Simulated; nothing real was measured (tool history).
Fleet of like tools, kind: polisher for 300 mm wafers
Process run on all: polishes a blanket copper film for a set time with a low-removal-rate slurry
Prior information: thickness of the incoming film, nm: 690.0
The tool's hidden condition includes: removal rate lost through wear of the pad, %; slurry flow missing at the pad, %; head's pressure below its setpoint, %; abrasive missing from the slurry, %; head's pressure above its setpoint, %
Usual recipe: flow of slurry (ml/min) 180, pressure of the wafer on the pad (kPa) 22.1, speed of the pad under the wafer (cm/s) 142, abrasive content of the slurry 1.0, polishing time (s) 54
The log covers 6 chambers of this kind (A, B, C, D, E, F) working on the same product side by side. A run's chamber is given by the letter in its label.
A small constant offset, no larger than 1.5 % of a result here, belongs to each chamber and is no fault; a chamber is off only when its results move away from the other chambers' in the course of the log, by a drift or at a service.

run     day  flow of slurry (ml/min)  pressure of the wafer on the pad (kPa)  speed of the pad under the wafer (cm/s)  abrasive content of the slurry  polishing time (s)  wafers polished on this pad  hours since the slurry nozzle was cleaned  hours since the head pressure was calibrated  hours since the slurry blender was calibrated  film removed (Å)
 1C   0.250                      180                                    22.1                                      142                             1.0                  54                          223                                      158.5                                         724.5                                          219.0            2981.1
      0.258  -- chamber D: worn pad replaced by a new one
 2E   0.542                      180                                    22.1                                      142                             1.0                  54                          868                                      254.0                                         315.7                                          307.2            2954.3
 3F   0.850                      180                                    22.1                                      142                             1.0                  54                          626                                      415.3                                         408.5                                          142.1            2988.6
      0.908  -- chamber E: worn pad replaced by a new one
 4D   1.192                      180                                    22.1                                      142                             1.0                  54                          314                                       85.5                                         984.2                                          111.0            3031.7
      1.238  -- chamber B: worn pad replaced by a new one
      1.358  -- chamber E: head pressure recalibrated
 5A   1.438                      180                                    22.1                                      142                             1.0                  41                          905                                      121.0                                        1393.6                                          340.6            2296.8
      1.529  -- chamber F: slurry blender recalibrated
      1.638  -- chamber F: worn pad replaced by a new one
 6B   1.688                      180                                    22.1                                      142                             1.0                  41                          152                                      682.8                                         797.4                                          391.4            2248.7
 7F   1.904                      180                                    22.1                                      142                             1.0                  41                           90                                      440.6                                         433.8                                            9.0            2269.3
 8C   2.325                      180                                    22.1                                      142                             1.0                  41                          920                                      208.3                                         774.3                                          268.8            2225.8
      2.662  -- chamber D: worn pad replaced by a new one
 9A   2.662                      180                                    22.1                                      142                             1.0                  41                         1317                                      150.4                                        1423.0                                          370.0            2266.7
      2.725  -- chamber A: worn pad replaced by a new one
10D   2.967                      180                                    22.1                                      142                             1.0                  41                          102                                      128.1                                        1026.8                                          153.6            2284.4
      3.312  -- chamber E: worn pad replaced by a new one
      3.333  -- chamber C: worn pad replaced by a new one
11E   3.392                      180                                    22.1                                      142                             1.0                  54                           26                                      322.4                                          48.8                                          375.6            2955.1
      3.400  -- chamber D: head pressure recalibrated
      3.425  -- chamber A: slurry blender recalibrated
12B   3.600                      180                                    22.1                                      142                             1.0                  70                          795                                      728.7                                         843.3                                          437.3            3851.7
      3.862  -- chamber B: worn pad replaced by a new one
13A   3.975                      180                                    22.1                                      142                             1.0                  70                          420                                      181.9                                        1454.5                                           13.2            3892.1
      3.988  -- chamber E: slurry blender recalibrated
14F   4.200                      180                                    22.1                                      142                             1.0                  70                          862                                      495.7                                         488.9                                           64.1            3914.9
      4.367  -- chamber F: worn pad replaced by a new one
15B   4.579                      180                                    22.1                                      142                             1.0                  70                          242                                      752.2                                         866.8                                          460.8            3914.7
16D   4.812                      180                                    22.1                                      142                             1.0                  70                          723                                      172.4                                          33.9                                          197.9            3939.4
      5.046  -- chamber D: worn pad replaced by a new one
17E   5.117                      180                                    22.1                                      142                             1.0                  70                          606                                      363.8                                          90.2                                           27.1            3837.0
18C   5.475                      180                                    22.1                                      142                             1.0                  54                          720                                      283.9                                         849.9                                          344.4            2962.1
19B   5.754                      180                                    22.1                                      142                             1.0                  54                          637                                      780.4                                         895.0                                          489.0            2996.1
20F   6.142                      180                                    22.1                                      142                             1.0                  54                          597                                      542.3                                         535.5                                          110.7            2980.0
      6.412  -- chamber A: worn pad replaced by a new one
      6.492  -- chamber E: worn pad replaced by a new one
21C   6.517                      180                                    22.1                                      142                             1.0                  54                         1070                                      308.9                                         874.9                                          369.4            2970.3
      6.646  -- chamber B: slurry blender recalibrated
      6.708  -- chamber B: worn pad replaced by a new one
      6.796  -- chamber A: head pressure recalibrated
22D   6.871                      180                                    22.1                                      142                             1.0                  54                          614                                      221.8                                          83.3                                          247.3            3009.6
23E   7.092                      180                                    22.1                                      142                             1.0                  54                          203                                      411.2                                         137.6                                           74.5            2966.8
      7.150  -- chamber C: worn pad replaced by a new one
      7.212  -- chamber F: worn pad replaced by a new one
24A   7.458                      180                                    22.1                                      142                             1.0                  54                          352                                      265.5                                          16.0                                           96.8            2842.6
25F   7.662                      180                                    22.1                                      142                             1.0                  54                          152                                      578.8                                         572.0                                          147.2            2954.4
      7.812  -- chamber D: worn pad replaced by a new one
26B   7.867                      180                                    22.1                                      142                             1.0                  54                          389                                      831.1                                         945.7                                           29.4            2986.6
      8.029  -- chamber F: slurry blender recalibrated
27E   8.150                      180                                    22.1                                      142                             1.0                  54                          558                                      436.6                                         163.0                                           99.9            2966.8
28C   8.542                      180                                    22.1                                      162                             1.2                  54                          467                                      357.5                                         923.5                                          418.0            3517.2
29D   8.771                      180                                    22.1                                      162                             1.2                  54                          322                                      267.4                                         128.9                                          292.9            3582.2
30A   9.092                      180                                    22.1                                      162                             1.2                  54                          901                                      304.7                                          55.2                                          136.0            3450.2
      9.425  -- chamber E: worn pad replaced by a new one
      9.488  -- chamber C: slurry blender recalibrated
31D   9.488                      180                                    22.1                                      162                             1.2                  54                          563                                      284.6                                         146.1                                          310.1            3572.5
      9.625  -- chamber A: worn pad replaced by a new one
      9.667  -- chamber F: worn pad replaced by a new one
      9.708  -- chamber B: slurry nozzle cleaned
      9.746  -- chamber B: worn pad replaced by a new one
32F   9.908                      180                                    22.1                                      162                             1.2                  54                           82                                      632.7                                         625.9                                           45.2            3547.9
33E  10.300                      180                                    22.1                                      162                             1.2                  54                          295                                      488.2                                         214.6                                          151.5            3584.0
34C  10.675                      180                                    22.1                                      142                             1.0                  68                         1185                                      408.7                                         974.7                                           28.5            3701.6
     10.862  -- chamber D: worn pad replaced by a new one
     10.975  -- chamber C: worn pad replaced by a new one
35B  11.071                      180                                    22.1                                      142                             1.0                  68                          446                                       32.8                                        1022.6                                          106.3            3764.4
36A  11.296                      180                                    22.1                                      142                             1.0                  68                          561                                      357.6                                         108.1                                          188.9            3606.9
37D  11.617                      180                                    22.1                                      142                             1.0                  68                          253                                      335.7                                         197.2                                          361.2            3782.3
38C  11.975                      180                                    22.1                                      142                             1.0                  68                          337                                      439.9                                        1005.9                                           59.7            3754.0
39A  12.254                      180                                    22.1                                      142                             1.0                  68                          883                                      380.6                                         131.1                                          211.9            3605.7
     12.362  -- chamber F: worn pad replaced by a new one
     12.567  -- chamber E: worn pad replaced by a new one
40E  12.617                      180                                    22.1                                      142                             1.0                  54                           17                                      543.8                                         270.2                                          207.1            2927.0
     12.838  -- chamber B: worn pad replaced by a new one
41B  12.925                      180                                    22.1                                      142                             1.0                  54                           30                                       77.3                                        1067.1                                          150.8            2995.5
42F  13.125                      180                                    22.1                                      142                             1.0                  54                          257                                      709.9                                         703.1                                          122.4            2977.5
43D  13.533                      180                                    22.1                                      142                             1.0                  54                          898                                      381.7                                         243.2                                          407.2            2999.2
44B  13.854                      180                                    22.1                                      142                             1.0                  54                          342                                       99.6                                        1089.4                                          173.1            3002.9

Is one chamber out of step, is the gauge drifting, or do the chambers differ by no more than their own small offsets? For an off chamber, give its letter and the likeliest cause.

A service left chamber A off against the others.
Likeliest cause: head's pressure below its setpoint, % = 4.22.

Below are 4 candidate recipes for chamber A's next run, each the usual settings with a change, their results shown as question marks. Which of them brings A's results back in line with what the other chambers give on the usual settings?
Maximum distance from the other chambers' mean on the usual settings for a result to count as in line: film removed (Å) 75.0
45A-1  14.162                      180                                    22.1                                      142                             1.0                  49                                                                                                                                                                                      ?
45A-2  14.162                      180                                    22.1                                      142                             1.0                  59                                                                                                                                                                                      ?
45A-3  14.162                      230                                    22.1                                      142                             1.0                  54                                                                                                                                                                                      ?
45A-4  14.162                      180                                    21.4                                      142                             1.0                  53                                                                                                                                                                                      ?

Other chambers, usual settings, mean: film removed (Å) 2982.7
  run  film removed (Å)
45A-1            2604.6
45A-2            3136.1
45A-3            2965.3
45A-4            2729.4
45A-3 brings the chamber back in line.

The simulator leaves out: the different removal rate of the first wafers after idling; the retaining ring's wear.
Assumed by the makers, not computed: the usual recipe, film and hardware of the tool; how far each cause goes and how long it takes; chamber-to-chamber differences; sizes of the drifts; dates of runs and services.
